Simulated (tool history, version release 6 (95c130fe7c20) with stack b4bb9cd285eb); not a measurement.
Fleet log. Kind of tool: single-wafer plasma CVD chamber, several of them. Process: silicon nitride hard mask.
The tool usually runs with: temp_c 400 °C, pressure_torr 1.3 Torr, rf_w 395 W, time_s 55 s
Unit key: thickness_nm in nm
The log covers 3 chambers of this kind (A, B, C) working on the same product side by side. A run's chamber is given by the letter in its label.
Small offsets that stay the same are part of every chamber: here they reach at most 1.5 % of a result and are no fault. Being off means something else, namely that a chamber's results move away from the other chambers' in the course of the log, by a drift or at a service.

run,hour,temp_c,pressure_torr,rf_w,time_s,hours since the last thermocouple change,hours since the last RF generator calibration,hours since the last manometer calibration,"read-back reference wafer on the same gauge, thickness_nm",thickness_nm
1A,8.8,400,1.3,395,55,1101,183.5,870.5,69.706,71.695
2C,20.3,400,1.3,395,55,1599.7,1557,977.2,69.693,71.38
3B,28.9,400,1.3,395,55,245.6,994.8,1765.2,69.644,70.944
4B,42.2,400,1.3,395,55,258.9,1008.1,1778.5,69.671,70.709
5C,51.7,400,1.3,395,55,1631.1,1588.4,1008.6,69.712,71.252
6A,58.1,400,1.43,395,55,1150.3,232.8,919.8,69.691,73.521
7A,64.8,400,1.43,395,55,1157,239.5,926.5,69.679,73.794
8C,78.4,400,1.43,395,55,1657.8,1615.1,1035.3,69.707,73.488
9B,88.9,400,1.3,395,55,305.6,1054.8,1825.2,69.72,70.585
# hour 93.6: chamber B: RF generator calibrated
10C,97,400,1.3,395,55,1676.4,1633.7,1053.9,69.706,71.133
11B,103.1,400,1.3,395,55,319.8,9.5,1839.4,69.707,70.608
12A,111.2,400,1.3,395,55,1203.4,285.9,972.9,69.696,71.745
13C,125,400,1.3,395,55,1704.4,1661.7,1081.9,69.705,71.209
14A,134.5,400,1.3,395,55,1226.7,309.2,996.2,69.704,71.57
15B,142.4,400,1.12,395,55,359.1,48.8,1878.7,69.685,67.781
16B,153.5,400,1.12,395,55,370.2,59.9,1889.8,69.684,67.324
17C,162,400,1.12,395,55,1741.4,1698.7,1118.9,69.767,68.016
18A,171,391,1.3,395,46.8,1263.2,345.7,1032.7,69.674,61.449
19B,182.9,391,1.3,395,46.8,399.6,89.3,1919.2,69.666,60.468
20C,194.2,391,1.3,395,46.8,1773.6,1730.9,1151.1,69.707,60.934
21A,200.6,400,1.3,395,55,1292.8,375.3,1062.3,69.689,71.712
22B,212.5,400,1.3,395,55,429.2,118.9,1948.8,69.68,70.782
23A,222,400,1.3,395,55,1314.2,396.7,1083.7,69.683,71.72
# hour 232.5: chamber B: capacitance manometer re-zeroed and calibrated
24C,232.7,386,1.3,395,63.8,1812.1,1769.4,1189.6,69.696,82.986
# hour 234.5: chamber C: RF generator calibrated
# hour 236.5: chamber A: capacitance manometer re-zeroed and calibrated
25C,245.3,386,1.3,395,63.8,1824.7,10.9,1202.2,69.721,83.088
26A,252.7,386,1.3,395,63.8,1344.9,427.4,16.2,69.683,83.663
27B,261.6,400,1.3,395,55,478.3,168,29.2,69.646,69.1
28B,267.8,400,1.3,395,55,484.5,174.2,35.4,69.687,69.023
29A,277.4,400,1.3,395,55,1369.6,452.1,40.9,69.666,71.816
30C,288,400,1.3,395,55,1867.4,53.6,1244.9,69.68,71.274
31C,297.8,400,1.3,395,60.4,1877.2,63.4,1254.7,69.744,77.97
32A,304.4,400,1.3,395,60.4,1396.6,479.1,67.9,69.719,78.789
33B,312.4,400,1.3,395,60.4,529.1,218.8,80,69.715,75.692
34C,320.5,400,1.3,395,55,1899.9,86.1,1277.4,69.719,71.365
35A,332.7,400,1.3,395,55,1424.9,507.4,96.2,69.66,71.839
36B,346.2,400,1.3,395,55,562.9,252.6,113.8,69.645,69.017
37C,356.7,400,1.3,395,55,1936.1,122.3,1313.6,69.709,71.343
38A,367.7,400,1.3,395,55,1459.9,542.4,131.2,69.664,71.745
39B,379.8,400,1.3,395,55,596.5,286.2,147.4,69.755,69.16
40B,391.3,400,1.3,395,55,608,297.7,158.9,69.74,69.134
41C,399,400,1.3,395,55,1978.4,164.6,1355.9,69.716,71.158

Does one chamber stand apart from the rest, does the shared gauge drift, or is all well apart from small per-chamber offsets? Give the chamber and the most likely cause, where there is one.

Chamber B has stood off from the others ever since a service on it.
Most likely cause: true pressure below the setpoint (%) = 7.12.

Below are 4 candidate recipes for chamber B's next run, each the usual settings with a change, their results shown as question marks. Which of them brings B's results back in line with what the other chambers give on the usual settings?
In line means no further than this from the other chambers' mean on the usual settings: thickness_nm 0.59 nm
42B-1,409,400,1.24,395,55,,,,,?
42B-2,409,400,1.28,390,53.7,,,,,?
42B-3,409,400,1.35,410,55,,,,,?
42B-4,409,400,1.31,395,55.5,,,,,?

On the usual settings, the other chambers give on average: thickness_nm 71.573 nm
run,thickness_nm
42B-1,68.037
42B-2,66.605
42B-3,71.419
42B-4,69.854
The right change is 42B-3: it brings the chamber back within the allowed miss of the others.
